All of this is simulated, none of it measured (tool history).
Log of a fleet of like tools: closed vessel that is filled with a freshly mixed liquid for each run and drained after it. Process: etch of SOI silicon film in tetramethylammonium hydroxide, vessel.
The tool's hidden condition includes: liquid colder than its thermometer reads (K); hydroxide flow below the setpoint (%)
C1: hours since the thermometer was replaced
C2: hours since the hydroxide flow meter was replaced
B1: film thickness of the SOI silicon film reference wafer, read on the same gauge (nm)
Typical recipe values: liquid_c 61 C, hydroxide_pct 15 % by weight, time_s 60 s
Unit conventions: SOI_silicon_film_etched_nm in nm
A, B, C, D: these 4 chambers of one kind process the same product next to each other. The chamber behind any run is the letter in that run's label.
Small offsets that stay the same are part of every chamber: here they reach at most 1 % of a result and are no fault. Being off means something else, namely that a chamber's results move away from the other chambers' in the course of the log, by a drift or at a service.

Run 1D, day 0.312: usual settings; C1 386.8; C2 1645.9; B1 149.99. Result: SOI_silicon_film_etched_nm 202.21 nm.
Run 2C, day 0.683: usual settings; C1 518.5; C2 1687; B1 150.01. Result: SOI_silicon_film_etched_nm 200.7 nm.
Run 3B, day 0.917: usual settings; C1 1264.9; C2 1605.8; B1 149.99. Result: SOI_silicon_film_etched_nm 201.42 nm.
Run 4A, day 1.225: usual settings; C1 477.8; C2 343.3; B1 149.98. Result: SOI_silicon_film_etched_nm 202.51 nm.
Run 5C, day 1.654: usual settings; C1 541.8; C2 1710.3; B1 150.01. Result: SOI_silicon_film_etched_nm 200.18 nm.
Run 6B, day 2.108: usual settings; C1 1293.5; C2 1634.4; B1 150. Result: SOI_silicon_film_etched_nm 201.95 nm.
Run 7D, day 2.379: usual settings; C1 436.4; C2 1695.5; B1 150.01. Result: SOI_silicon_film_etched_nm 199.74 nm.
Run 8A, day 2.892: usual settings; C1 517.8; C2 383.3; B1 149.99. Result: SOI_silicon_film_etched_nm 200.52 nm.
Run 9D, day 3.383: usual settings; C1 460.5; C2 1719.6; B1 149.99. Result: SOI_silicon_film_etched_nm 201.31 nm.
Run 10A, day 3.783: usual settings; C1 539.2; C2 404.7; B1 150.02. Result: SOI_silicon_film_etched_nm 200.44 nm.
Run 11C, day 4.054: usual settings; C1 599.4; C2 1767.9; B1 150.03. Result: SOI_silicon_film_etched_nm 201.41 nm.
At day 4.188: chamber D: hydroxide flow meter replaced.
Run 12B, day 4.546: usual settings but liquid_c 57.5 C, time_s 30 s; C1 1352; C2 1692.9; B1 150.04. Result: SOI_silicon_film_etched_nm 80.887 nm.
Run 13B, day 4.804: usual settings but liquid_c 57.5 C, time_s 30 s; C1 1358.2; C2 1699.1; B1 149.98. Result: SOI_silicon_film_etched_nm 80.39 nm.
Run 14D, day 5.167: usual settings but liquid_c 57.5 C, time_s 30 s; C1 503.3; C2 23.6; B1 150.01. Result: SOI_silicon_film_etched_nm 80.679 nm.
Run 15C, day 5.546: usual settings but liquid_c 57.5 C, time_s 30 s; C1 635.2; C2 1803.7; B1 149.96. Result: SOI_silicon_film_etched_nm 78.943 nm.
Run 16A, day 5.946: usual settings; C1 591.1; C2 456.6; B1 150.02. Result: SOI_silicon_film_etched_nm 203.64 nm.
Run 17D, day 6.188: usual settings but hydroxide_pct 11 % by weight; C1 527.8; C2 48.1; B1 150.01. Result: SOI_silicon_film_etched_nm 231.92 nm.
Run 18B, day 6.567: usual settings but hydroxide_pct 11 % by weight; C1 1400.5; C2 1741.4; B1 150.01. Result: SOI_silicon_film_etched_nm 231.45 nm.
Run 19A, day 7.071: usual settings but hydroxide_pct 11 % by weight; C1 618.1; C2 483.6; B1 149.97. Result: SOI_silicon_film_etched_nm 236.3 nm.
At day 7.233: chamber C: hydroxide flow meter replaced.
Run 20C, day 7.35: usual settings but hydroxide_pct 11 % by weight; C1 678.5; C2 2.9; B1 150.03. Result: SOI_silicon_film_etched_nm 231.01 nm.
Run 21B, day 7.796: usual settings; C1 1430; C2 1770.9; B1 150.01. Result: SOI_silicon_film_etched_nm 202.93 nm.
Run 22A, day 8.029: usual settings; C1 641.1; C2 506.6; B1 149.97. Result: SOI_silicon_film_etched_nm 210.75 nm.
Run 23C, day 8.404: usual settings; C1 703.8; C2 28.2; B1 150.04. Result: SOI_silicon_film_etched_nm 196.54 nm.
Run 24D, day 8.725: usual settings; C1 588.7; C2 109; B1 150. Result: SOI_silicon_film_etched_nm 200.5 nm.
Run 25A, day 9.125: usual settings; C1 667.4; C2 532.9; B1 150. Result: SOI_silicon_film_etched_nm 212.1 nm.

Next, every chamber runs the same settings. What will each give?
Run 26A, day 9.508: usual settings but time_s 90 s. Result: SOI_silicon_film_etched_nm ?.
Run 26B, day 9.508: usual settings but time_s 90 s. Result: SOI_silicon_film_etched_nm ?.
Run 26C, day 9.508: usual settings but time_s 90 s. Result: SOI_silicon_film_etched_nm ?.
Run 26D, day 9.508: usual settings but time_s 90 s. Result: SOI_silicon_film_etched_nm ?.

run  SOI_silicon_film_etched_nm
26A                      318.83
26B                      302.34
26C                      295.51
26D                      302.95
